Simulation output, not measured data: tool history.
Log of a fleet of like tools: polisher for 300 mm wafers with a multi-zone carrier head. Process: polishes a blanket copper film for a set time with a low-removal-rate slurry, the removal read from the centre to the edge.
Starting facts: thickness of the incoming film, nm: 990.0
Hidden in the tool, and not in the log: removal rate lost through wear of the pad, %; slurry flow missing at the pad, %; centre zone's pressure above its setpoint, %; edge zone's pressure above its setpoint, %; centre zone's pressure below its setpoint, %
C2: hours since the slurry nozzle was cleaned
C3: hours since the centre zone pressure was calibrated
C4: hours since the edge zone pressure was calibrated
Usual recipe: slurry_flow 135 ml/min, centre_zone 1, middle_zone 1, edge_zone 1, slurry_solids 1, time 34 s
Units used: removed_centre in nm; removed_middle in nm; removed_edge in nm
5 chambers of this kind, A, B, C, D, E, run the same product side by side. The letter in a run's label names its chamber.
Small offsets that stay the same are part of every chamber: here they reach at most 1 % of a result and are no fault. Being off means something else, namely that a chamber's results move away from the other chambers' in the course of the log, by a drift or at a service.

{"hour": 1.4, "done": "chamber E: worn pad replaced by a new one"}
{"run": "1D", "hour": 5.7, "slurry_flow": 135, "centre_zone": 1, "middle_zone": 1, "edge_zone": 1, "slurry_solids": 1, "time": 34, "wafers polished on this pad": 277, "C2": 301.9, "C3": 1073.3, "C4": 271, "removed_centre": 81.88, "removed_middle": 79.073, "removed_edge": 79.114}
{"run": "2B", "hour": 12.0, "slurry_flow": 135, "centre_zone": 1, "middle_zone": 1, "edge_zone": 1, "slurry_solids": 1, "time": 34, "wafers polished on this pad": 473, "C2": 207.9, "C3": 919.2, "C4": 146.6, "removed_centre": 79.166, "removed_middle": 80.344, "removed_edge": 79.68}
{"run": "3E", "hour": 17.0, "slurry_flow": 135, "centre_zone": 1, "middle_zone": 1, "edge_zone": 1, "slurry_solids": 1, "time": 34, "wafers polished on this pad": 208, "C2": 589.3, "C3": 406.5, "C4": 407.3, "removed_centre": 79.603, "removed_middle": 80.341, "removed_edge": 79.89}
{"run": "4A", "hour": 23.0, "slurry_flow": 135, "centre_zone": 1, "middle_zone": 1, "edge_zone": 1, "slurry_solids": 1, "time": 34, "wafers polished on this pad": 674, "C2": 556.3, "C3": 143.6, "C4": 470.5, "removed_centre": 80.152, "removed_middle": 79.707, "removed_edge": 78.942}
{"hour": 27.3, "done": "chamber B: worn pad replaced by a new one"}
{"run": "5C", "hour": 28.4, "slurry_flow": 135, "centre_zone": 1, "middle_zone": 1, "edge_zone": 1, "slurry_solids": 1, "time": 34, "wafers polished on this pad": 640, "C2": 103.6, "C3": 93.4, "C4": 213.1, "removed_centre": 78.943, "removed_middle": 80.068, "removed_edge": 78.663}
{"run": "6B", "hour": 35.9, "slurry_flow": 135, "centre_zone": 1, "middle_zone": 1, "edge_zone": 1, "slurry_solids": 1, "time": 34, "wafers polished on this pad": 115, "C2": 231.8, "C3": 943.1, "C4": 170.5, "removed_centre": 80.854, "removed_middle": 78.581, "removed_edge": 79.03}
{"hour": 39.1, "done": "chamber A: worn pad replaced by a new one"}
{"run": "7E", "hour": 40.8, "slurry_flow": 135, "centre_zone": 1, "middle_zone": 1, "edge_zone": 1, "slurry_solids": 1, "time": 34, "wafers polished on this pad": 525, "C2": 613.1, "C3": 430.3, "C4": 431.1, "removed_centre": 80.658, "removed_middle": 79.048, "removed_edge": 81.699}
{"run": "8C", "hour": 47.5, "slurry_flow": 135, "centre_zone": 1, "middle_zone": 1, "edge_zone": 1, "slurry_solids": 1, "time": 34, "wafers polished on this pad": 895, "C2": 122.7, "C3": 112.5, "C4": 232.2, "removed_centre": 79.201, "removed_middle": 79.993, "removed_edge": 79.486}
{"hour": 50.8, "done": "chamber D: worn pad replaced by a new one"}
{"run": "9D", "hour": 55.3, "slurry_flow": 135, "centre_zone": 1, "middle_zone": 1, "edge_zone": 1, "slurry_solids": 1, "time": 34, "wafers polished on this pad": 60, "C2": 351.5, "C3": 1122.9, "C4": 320.6, "removed_centre": 82.669, "removed_middle": 81.115, "removed_edge": 80.069}
{"run": "10A", "hour": 62.2, "slurry_flow": 135, "centre_zone": 1, "middle_zone": 1, "edge_zone": 1, "slurry_solids": 1, "time": 34, "wafers polished on this pad": 309, "C2": 595.5, "C3": 182.8, "C4": 509.7, "removed_centre": 78.965, "removed_middle": 80.115, "removed_edge": 79.134}
{"run": "11D", "hour": 67.7, "slurry_flow": 135, "centre_zone": 1, "middle_zone": 1, "edge_zone": 1, "slurry_solids": 1, "time": 34, "wafers polished on this pad": 225, "C2": 363.9, "C3": 1135.3, "C4": 333, "removed_centre": 82.032, "removed_middle": 79.161, "removed_edge": 79.142}
{"hour": 70.7, "done": "chamber E: centre zone pressure recalibrated"}
{"run": "12C", "hour": 75.2, "slurry_flow": 135, "centre_zone": 1, "middle_zone": 1, "edge_zone": 1, "slurry_solids": 1, "time": 34, "wafers polished on this pad": 1264, "C2": 150.4, "C3": 140.2, "C4": 259.9, "removed_centre": 78.473, "removed_middle": 80.573, "removed_edge": 78.709}
{"hour": 76.2, "done": "chamber D: slurry nozzle cleaned"}
{"hour": 80.7, "done": "chamber B: worn pad replaced by a new one"}
{"run": "13E", "hour": 80.8, "slurry_flow": 135, "centre_zone": 1, "middle_zone": 1, "edge_zone": 1, "slurry_solids": 1, "time": 34, "wafers polished on this pad": 1059, "C2": 653.1, "C3": 10.2, "C4": 471.1, "removed_centre": 79.383, "removed_middle": 78.641, "removed_edge": 80.681}
{"run": "14B", "hour": 88.8, "slurry_flow": 135, "centre_zone": 1, "middle_zone": 1, "edge_zone": 1, "slurry_solids": 0.7, "time": 26, "wafers polished on this pad": 109, "C2": 284.7, "C3": 996, "C4": 223.4, "removed_centre": 57.061, "removed_middle": 54.86, "removed_edge": 55.468}
{"run": "15A", "hour": 93.3, "slurry_flow": 135, "centre_zone": 1, "middle_zone": 1, "edge_zone": 1, "slurry_solids": 0.7, "time": 26, "wafers polished on this pad": 723, "C2": 626.6, "C3": 213.9, "C4": 540.8, "removed_centre": 57.139, "removed_middle": 57.594, "removed_edge": 56.094}
{"run": "16D", "hour": 101.0, "slurry_flow": 135, "centre_zone": 1, "middle_zone": 1, "edge_zone": 1, "slurry_solids": 0.7, "time": 26, "wafers polished on this pad": 669, "C2": 24.9, "C3": 1168.6, "C4": 366.3, "removed_centre": 57.05, "removed_middle": 56.765, "removed_edge": 56.576}
{"hour": 104.9, "done": "chamber C: worn pad replaced by a new one"}
{"hour": 105.4, "done": "chamber A: worn pad replaced by a new one"}
{"hour": 107.8, "done": "chamber E: edge zone pressure recalibrated"}
{"run": "17E", "hour": 108.5, "slurry_flow": 135, "centre_zone": 1, "middle_zone": 1, "edge_zone": 1, "slurry_solids": 0.7, "time": 26, "wafers polished on this pad": 1428, "C2": 680.8, "C3": 37.9, "C4": 0.7, "removed_centre": 56.674, "removed_middle": 56.663, "removed_edge": 57.807}
{"hour": 112.2, "done": "chamber E: worn pad replaced by a new one"}
{"run": "18A", "hour": 113.0, "slurry_flow": 135, "centre_zone": 1, "middle_zone": 1, "edge_zone": 1, "slurry_solids": 0.7, "time": 26, "wafers polished on this pad": 101, "C2": 646.3, "C3": 233.6, "C4": 560.5, "removed_centre": 55.286, "removed_middle": 57.662, "removed_edge": 56.502}
{"hour": 115.8, "done": "chamber D: worn pad replaced by a new one"}
{"run": "19B", "hour": 120.2, "slurry_flow": 135, "centre_zone": 1, "middle_zone": 1, "edge_zone": 1, "slurry_solids": 1, "time": 34, "wafers polished on this pad": 527, "C2": 316.1, "C3": 1027.4, "C4": 254.8, "removed_centre": 79.175, "removed_middle": 77.404, "removed_edge": 77.957}
{"run": "20C", "hour": 125.0, "slurry_flow": 135, "centre_zone": 1, "middle_zone": 1, "edge_zone": 1, "slurry_solids": 1, "time": 34, "wafers polished on this pad": 269, "C2": 200.2, "C3": 190, "C4": 309.7, "removed_centre": 81.629, "removed_middle": 80.23, "removed_edge": 79.175}
{"hour": 130.2, "done": "chamber B: worn pad replaced by a new one"}
{"run": "21A", "hour": 132.4, "slurry_flow": 135, "centre_zone": 1, "middle_zone": 1, "edge_zone": 1, "slurry_solids": 1, "time": 34, "wafers polished on this pad": 360, "C2": 665.7, "C3": 253, "C4": 579.9, "removed_centre": 81.009, "removed_middle": 79.804, "removed_edge": 79.817}
{"run": "22C", "hour": 138.8, "slurry_flow": 135, "centre_zone": 1, "middle_zone": 1, "edge_zone": 1, "slurry_solids": 1, "time": 34, "wafers polished on this pad": 453, "C2": 214, "C3": 203.8, "C4": 323.5, "removed_centre": 77.836, "removed_middle": 80.176, "removed_edge": 78.263}
{"run": "23D", "hour": 144.5, "slurry_flow": 135, "centre_zone": 1, "middle_zone": 1, "edge_zone": 1.08, "slurry_solids": 1, "time": 34, "wafers polished on this pad": 383, "C2": 68.4, "C3": 1212.1, "C4": 409.8, "removed_centre": 79.362, "removed_middle": 80.883, "removed_edge": 82.312}
{"run": "24B", "hour": 152.7, "slurry_flow": 135, "centre_zone": 1, "middle_zone": 1, "edge_zone": 1.08, "slurry_solids": 1, "time": 34, "wafers polished on this pad": 300, "C2": 348.6, "C3": 1059.9, "C4": 287.3, "removed_centre": 77.426, "removed_middle": 76.726, "removed_edge": 80.721}
{"hour": 154.5, "done": "chamber D: edge zone pressure recalibrated"}
{"hour": 156.4, "done": "chamber A: worn pad replaced by a new one"}
{"run": "25E", "hour": 156.8, "slurry_flow": 135, "centre_zone": 1, "middle_zone": 1, "edge_zone": 1.08, "slurry_solids": 1, "time": 34, "wafers polished on this pad": 595, "C2": 729.1, "C3": 86.2, "C4": 49, "removed_centre": 80.205, "removed_middle": 79.575, "removed_edge": 84.214}
{"run": "26B", "hour": 162.5, "slurry_flow": 135, "centre_zone": 1, "middle_zone": 1, "edge_zone": 1.08, "slurry_solids": 1, "time": 34, "wafers polished on this pad": 431, "C2": 358.4, "C3": 1069.7, "C4": 297.1, "removed_centre": 74.966, "removed_middle": 75.068, "removed_edge": 80.428}
{"hour": 168.7, "done": "chamber D: worn pad replaced by a new one"}
{"run": "27A", "hour": 169.6, "slurry_flow": 135, "centre_zone": 1, "middle_zone": 1, "edge_zone": 1.08, "slurry_solids": 1, "time": 34, "wafers polished on this pad": 177, "C2": 702.9, "C3": 290.2, "C4": 617.1, "removed_centre": 79.93, "removed_middle": 79.805, "removed_edge": 82.597}
{"run": "28D", "hour": 173.6, "slurry_flow": 135, "centre_zone": 1, "middle_zone": 1, "edge_zone": 1, "slurry_solids": 1, "time": 34, "wafers polished on this pad": 66, "C2": 97.5, "C3": 1241.2, "C4": 19.2, "removed_centre": 78.868, "removed_middle": 80.487, "removed_edge": 80.734}
{"hour": 178.8, "done": "chamber B: worn pad replaced by a new one"}
{"run": "29E", "hour": 181.8, "slurry_flow": 135, "centre_zone": 1, "middle_zone": 1, "edge_zone": 1, "slurry_solids": 1, "time": 34, "wafers polished on this pad": 928, "C2": 754.1, "C3": 111.2, "C4": 74, "removed_centre": 79.823, "removed_middle": 80.527, "removed_edge": 80.257}
{"hour": 185.5, "done": "chamber A: slurry nozzle cleaned"}
{"run": "30C", "hour": 187.3, "slurry_flow": 135, "centre_zone": 1, "middle_zone": 1, "edge_zone": 1, "slurry_solids": 1, "time": 34, "wafers polished on this pad": 1100, "C2": 262.5, "C3": 252.3, "C4": 372, "removed_centre": 79.117, "removed_middle": 80.361, "removed_edge": 78.379}
{"run": "31E", "hour": 195.3, "slurry_flow": 135, "centre_zone": 1, "middle_zone": 1, "edge_zone": 1, "slurry_solids": 1, "time": 34, "wafers polished on this pad": 1108, "C2": 767.6, "C3": 124.7, "C4": 87.5, "removed_centre": 78.247, "removed_middle": 78.805, "removed_edge": 80.796}
{"run": "32D", "hour": 200.1, "slurry_flow": 135, "centre_zone": 1, "middle_zone": 1, "edge_zone": 1, "slurry_solids": 1, "time": 34, "wafers polished on this pad": 419, "C2": 124, "C3": 1267.7, "C4": 45.7, "removed_centre": 83.134, "removed_middle": 80.182, "removed_edge": 79.846}
{"run": "33A", "hour": 206.5, "slurry_flow": 135, "centre_zone": 1, "middle_zone": 1, "edge_zone": 1, "slurry_solids": 1, "time": 34, "wafers polished on this pad": 669, "C2": 21, "C3": 327.1, "C4": 654, "removed_centre": 79.928, "removed_middle": 79.076, "removed_edge": 79.012}
{"hour": 212.3, "done": "chamber A: centre zone pressure recalibrated"}
{"hour": 213.6, "done": "chamber C: worn pad replaced by a new one"}
{"run": "34C", "hour": 214.6, "slurry_flow": 135, "centre_zone": 1, "middle_zone": 1, "edge_zone": 1, "slurry_solids": 1, "time": 27, "wafers polished on this pad": 13, "C2": 289.8, "C3": 279.6, "C4": 399.3, "removed_centre": 62.836, "removed_middle": 64.163, "removed_edge": 63.692}
{"run": "35B", "hour": 219.2, "slurry_flow": 135, "centre_zone": 1, "middle_zone": 1, "edge_zone": 1, "slurry_solids": 1, "time": 27, "wafers polished on this pad": 539, "C2": 415.1, "C3": 1126.4, "C4": 353.8, "removed_centre": 57.974, "removed_middle": 59.841, "removed_edge": 59.933}
{"hour": 222.7, "done": "chamber E: worn pad replaced by a new one"}
{"hour": 223.1, "done": "chamber A: worn pad replaced by a new one"}
{"run": "36B", "hour": 224.7, "slurry_flow": 135, "centre_zone": 1, "middle_zone": 1, "edge_zone": 1, "slurry_solids": 1, "time": 27, "wafers polished on this pad": 612, "C2": 420.6, "C3": 1131.9, "C4": 359.3, "removed_centre": 58.755, "removed_middle": 58.573, "removed_edge": 59.962}
{"run": "37A", "hour": 232.5, "slurry_flow": 135, "centre_zone": 1, "middle_zone": 1, "edge_zone": 1, "slurry_solids": 1, "time": 27, "wafers polished on this pad": 125, "C2": 47, "C3": 20.2, "C4": 680, "removed_centre": 61.93, "removed_middle": 63.873, "removed_edge": 62.759}
{"hour": 238.2, "done": "chamber D: worn pad replaced by a new one"}
{"run": "38E", "hour": 239.0, "slurry_flow": 135, "centre_zone": 1, "middle_zone": 1, "edge_zone": 1, "slurry_solids": 1, "time": 27, "wafers polished on this pad": 218, "C2": 811.3, "C3": 168.4, "C4": 131.2, "removed_centre": 64.233, "removed_middle": 63.317, "removed_edge": 63.609}
{"run": "39D", "hour": 242.8, "slurry_flow": 135, "centre_zone": 1, "middle_zone": 1, "edge_zone": 1, "slurry_solids": 1, "time": 34, "wafers polished on this pad": 62, "C2": 166.7, "C3": 1310.4, "C4": 88.4, "removed_centre": 79.112, "removed_middle": 80.004, "removed_edge": 79.89}
{"run": "40C", "hour": 247.5, "slurry_flow": 135, "centre_zone": 1, "middle_zone": 1, "edge_zone": 1, "slurry_solids": 1, "time": 34, "wafers polished on this pad": 452, "C2": 322.7, "C3": 312.5, "C4": 432.2, "removed_centre": 76.943, "removed_middle": 80.603, "removed_edge": 78.78}
{"run": "41C", "hour": 254.4, "slurry_flow": 135, "centre_zone": 1, "middle_zone": 1, "edge_zone": 1, "slurry_solids": 1, "time": 34, "wafers polished on this pad": 544, "C2": 329.6, "C3": 319.4, "C4": 439.1, "removed_centre": 77.128, "removed_middle": 80.466, "removed_edge": 79.72}
{"run": "42D", "hour": 262.9, "slurry_flow": 135, "centre_zone": 1, "middle_zone": 1, "edge_zone": 1, "slurry_solids": 1, "time": 34, "wafers polished on this pad": 330, "C2": 186.8, "C3": 1330.5, "C4": 108.5, "removed_centre": 81.567, "removed_middle": 81.391, "removed_edge": 80.386}

Does one chamber stand apart from the rest, does the shared gauge drift, or is all well apart from small per-chamber offsets? Give the chamber and the most likely cause, where there is one.

Chamber B drifts away from the others.
What lies behind it: slurry flow missing at the pad, % = 35.2.

Chamber B could run next with any of the 4 candidate recipes listed below; each alters the usual settings, and their results appear as question marks. Which one brings its results back in line with what the other chambers deliver on the usual settings?
Maximum distance from the other chambers' mean on the usual settings for a result to count as in line: removed_centre 4 nm; removed_middle 2.5 nm; removed_edge 2.6 nm
{"run": "43B-1", "hour": 269.0, "slurry_flow": 135, "centre_zone": 1, "middle_zone": 1, "edge_zone": 1, "slurry_solids": 1, "time": 33, "removed_centre": "?", "removed_middle": "?", "removed_edge": "?"}
{"run": "43B-2", "hour": 269.0, "slurry_flow": 140, "centre_zone": 1.02, "middle_zone": 1.02, "edge_zone": 0.99, "slurry_solids": 1, "time": 37, "removed_centre": "?", "removed_middle": "?", "removed_edge": "?"}
{"run": "43B-3", "hour": 269.0, "slurry_flow": 125, "centre_zone": 0.97, "middle_zone": 0.98, "edge_zone": 1.02, "slurry_solids": 1, "time": 32, "removed_centre": "?", "removed_middle": "?", "removed_edge": "?"}
{"run": "43B-4", "hour": 269.0, "slurry_flow": 135, "centre_zone": 1.01, "middle_zone": 1, "edge_zone": 1, "slurry_solids": 1, "time": 35, "removed_centre": "?", "removed_middle": "?", "removed_edge": "?"}

Other chambers, usual settings, mean: removed_centre 80.175 nm; removed_middle 79.945 nm; removed_edge 79.827 nm
run=43B-1 removed_centre=68.398 removed_middle=69.117 removed_edge=71.59
run=43B-2 removed_centre=79.411 removed_middle=79.779 removed_edge=80.415
run=43B-3 removed_centre=62.292 removed_middle=64.194 removed_edge=69.035
run=43B-4 removed_centre=73.34 removed_middle=73.302 removed_edge=75.929
The right change is 43B-2: it brings the chamber back within the allowed miss of the others.

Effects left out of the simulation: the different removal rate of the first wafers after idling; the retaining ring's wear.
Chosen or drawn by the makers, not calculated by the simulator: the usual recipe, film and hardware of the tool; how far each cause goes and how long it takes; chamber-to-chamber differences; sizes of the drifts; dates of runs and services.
